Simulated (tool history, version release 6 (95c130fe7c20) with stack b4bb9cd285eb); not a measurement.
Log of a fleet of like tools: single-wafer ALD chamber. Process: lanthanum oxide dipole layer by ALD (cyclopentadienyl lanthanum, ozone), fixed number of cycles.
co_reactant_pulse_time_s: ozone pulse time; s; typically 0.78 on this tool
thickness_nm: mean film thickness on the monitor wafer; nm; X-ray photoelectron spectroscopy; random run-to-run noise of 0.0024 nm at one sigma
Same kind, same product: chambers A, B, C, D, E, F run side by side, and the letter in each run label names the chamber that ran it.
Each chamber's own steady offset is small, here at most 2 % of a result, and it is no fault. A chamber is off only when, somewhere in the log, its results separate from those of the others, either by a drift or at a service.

run,hour,co_reactant_pulse_time_s,hours since the last thermocouple change,hours since the last ozone generator service,"read-back reference wafer on the same gauge, thickness_nm",thickness_nm
1F,2.2,0.78,47.5,692.9,0.50713,0.45784
2A,4.5,0.78,1456.9,237.6,0.50652,0.46177
3D,6.5,0.78,2952.3,827.2,0.50632,0.45657
4C,10.4,0.78,1489.8,590.4,0.50681,0.44738
5E,12.8,1.06,2145.2,337.0,0.50715,0.50663
6B,15.5,1.06,314.5,402.3,0.50747,0.49963
7C,18.2,1.06,1497.6,598.2,0.50695,0.50003
8D,22.3,1.06,2968.1,843.0,0.50707,0.51072
9F,25.0,1.06,70.3,715.7,0.50684,0.51048
10E,28.7,1.06,2161.1,352.9,0.50591,0.50553
11B,31.1,0.78,330.1,417.9,0.50718,0.45353
12A,33.7,0.78,1486.1,266.8,0.50700,0.46197
13D,36.6,0.78,2982.4,857.3,0.50680,0.45417
14B,39.3,0.78,338.3,426.1,0.50745,0.44704
15F,41.2,0.78,86.5,731.9,0.50694,0.45699
16C,43.1,0.78,1522.5,623.1,0.50705,0.44520
17A,45.4,0.54,1497.8,278.5,0.50754,0.38416
18E,48.8,0.54,2181.2,373.0,0.50715,0.38478
19B,52.9,0.54,351.9,439.7,0.50730,0.38192
20F,57.0,0.54,102.3,747.7,0.50676,0.37983
21C,60.2,0.54,1539.6,640.2,0.50664,0.36510
22A,63.5,0.54,1515.9,296.6,0.50701,0.38259
23E,66.9,0.78,2199.3,391.1,0.50694,0.45241
24D,70.8,0.78,3016.6,891.5,0.50708,0.46199
25B,74.5,0.78,373.5,461.3,0.50721,0.44960
26E,77.7,0.78,2210.1,401.9,0.50672,0.45690
27D,80.7,1.05,3026.5,901.4,0.50707,0.51043
28F,84.6,1.05,129.9,775.3,0.50589,0.51599
29C,87.9,1.05,1567.3,667.9,0.50729,0.48550
30A,91.6,1.05,1544.0,324.7,0.50703,0.51383
31C,94.2,1.05,1573.6,674.2,0.50653,0.48458
32D,96.6,1.05,3042.4,917.3,0.50744,0.51254
33E,100.1,0.78,2232.5,424.3,0.50718,0.45780
34B,104.1,0.78,403.1,490.9,0.50687,0.45101
35A,106.3,0.78,1558.7,339.4,0.50740,0.45950
36F,110.1,0.78,155.4,800.8,0.50708,0.45638
37A,112.1,0.78,1564.5,345.2,0.50686,0.46282
38E,115.9,0.78,2248.3,440.1,0.50641,0.45857
39D,118.5,0.78,3064.3,939.2,0.50692,0.45821
40F,122.4,0.91,167.7,813.1,0.50692,0.48729
41B,125.1,0.91,424.1,511.9,0.50705,0.47938

Does one chamber stand apart from the rest, does the shared gauge drift, or is all well apart from small per-chamber offsets? Give the chamber and the most likely cause, where there is one.

One chamber, C, drifts off from the rest bit by bit.
What lies behind it: ozone dose below that of a generator just serviced (%) = 15.2.

Chamber C could run next with any of the 4 candidate recipes listed below; each alters the usual settings, and their results appear as question marks. Which one brings its results back in line with what the other chambers deliver on the usual settings?
Counts as in line when no further than this from what the other chambers average on the usual settings: thickness_nm 0.00840 nm
42C-1,128.1,0.60,,,,?
42C-2,128.1,1.09,,,,?
42C-3,128.1,0.96,,,,?
42C-4,128.1,0.65,,,,?

The mean the other chambers reach with the usual settings: thickness_nm 0.45707 nm
run,thickness_nm
42C-1,0.36348
42C-2,0.48048
42C-3,0.45825
42C-4,0.38037
It is 42C-3 that realigns the chamber with its peers.

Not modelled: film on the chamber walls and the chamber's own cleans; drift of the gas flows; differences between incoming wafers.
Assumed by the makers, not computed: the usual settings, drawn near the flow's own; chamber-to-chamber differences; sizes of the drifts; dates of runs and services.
